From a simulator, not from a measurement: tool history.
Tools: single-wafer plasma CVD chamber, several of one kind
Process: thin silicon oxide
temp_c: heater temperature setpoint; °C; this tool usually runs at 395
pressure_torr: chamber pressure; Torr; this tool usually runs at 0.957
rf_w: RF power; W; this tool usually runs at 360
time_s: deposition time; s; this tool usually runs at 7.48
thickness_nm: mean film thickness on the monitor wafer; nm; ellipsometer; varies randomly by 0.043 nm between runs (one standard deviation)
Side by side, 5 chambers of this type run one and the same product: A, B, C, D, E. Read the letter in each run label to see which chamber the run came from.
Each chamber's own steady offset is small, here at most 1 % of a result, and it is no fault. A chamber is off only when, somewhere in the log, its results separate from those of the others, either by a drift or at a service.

run   hour  temp_c  pressure_torr  rf_w  time_s  read-back reference wafer on the same gauge, thickness_nm  thickness_nm
 1B   10.4     395          0.957   360    7.48                                                     14.504         17.26
      13.9  -- chamber A: RF generator calibrated
 2A     18     395          0.957   360    7.48                                                     14.502        17.376
 3D   29.1     395          0.957   360    7.48                                                     14.506        17.475
 4E   41.9     395          0.957   360    7.48                                                     14.503         17.32
      43.5  -- chamber C: RF generator calibrated
 5C   53.5     395          1.137   360    7.48                                                     14.504        19.491
 6E   66.1     395          1.137   360    7.48                                                     14.492        19.422
 7B   78.5     395          1.137   360    7.48                                                     14.496        19.405
 8A   90.7     395          1.137   360    7.48                                                     14.501        19.579
 9C  104.3     395          1.137   360    7.48                                                     14.503        19.584
10D  116.6     395          0.957   360    7.48                                                     14.499        17.392
11B  129.9     395          0.957   360    7.48                                                     14.502        17.314
12E  138.9     395          0.957   360    7.48                                                     14.501        17.268
13A  148.1     395          0.957   360    6.76                                                     14.513         15.67
14C    160     395          0.957   360    6.76                                                      14.51        15.738
15D  166.3     395          0.957   360    6.76                                                     14.505        15.737
16B  172.5     395          0.957   360    6.76                                                     14.495        15.605
17E  183.8     395          0.957   360    6.76                                                     14.491        15.623
18A  190.5     395          0.957   360    7.48                                                     14.494        17.369
     190.9  -- chamber C: capacitance manometer re-zeroed and calibrated
19D    199     395          0.957   360    7.48                                                     14.506        17.377
     200.9  -- chamber A: thermocouple changed; heater temperature recalibrated
20C  210.3     395          0.957   360    7.48                                                     14.503         17.34
21A  220.6     395          0.957   360    7.48                                                     14.501        17.417
22C  232.3     395          0.957   360    7.48                                                     14.501        17.372
23B    245     395          0.957   360    7.48                                                     14.501        17.305
24D  254.3     384          0.957   360    6.77                                                     14.508        15.892
25E    264     384          0.957   360    6.77                                                     14.496        15.738
26E  275.5     384          0.957   360    6.77                                                     14.499        15.711
27C  284.1     384          0.957   360    6.77                                                     14.503         15.88
28B  290.6     384          0.957   360    6.77                                                     14.511        15.763
29D  303.1     395          0.957   360    7.48                                                     14.498        17.387
30A  309.7     395          0.957   360    7.48                                                       14.5        17.305
31C  316.6     395          0.957   360    7.48                                                     14.498        17.351
32E  328.2     395          0.957   330    7.48                                                     14.503        16.631
33D  337.1     395          0.957   330    7.48                                                     14.507        16.821
34B  349.4     395          0.957   330    7.48                                                     14.497        16.718
35A    361     395          0.957   330    7.48                                                     14.501        16.743

The same settings go to every chamber for the next run, one line per chamber below. Forecast the results for each:
36A   371     395          0.957   360    7.48                                                                        ?
36B   371     395          0.957   360    7.48                                                                        ?
36C   371     395          0.957   360    7.48                                                                        ?
36D   371     395          0.957   360    7.48                                                                        ?
36E   371     395          0.957   360    7.48                                                                        ?

run  thickness_nm
36A        17.384
36B         17.36
36C        17.368
36D        17.403
36E         17.23
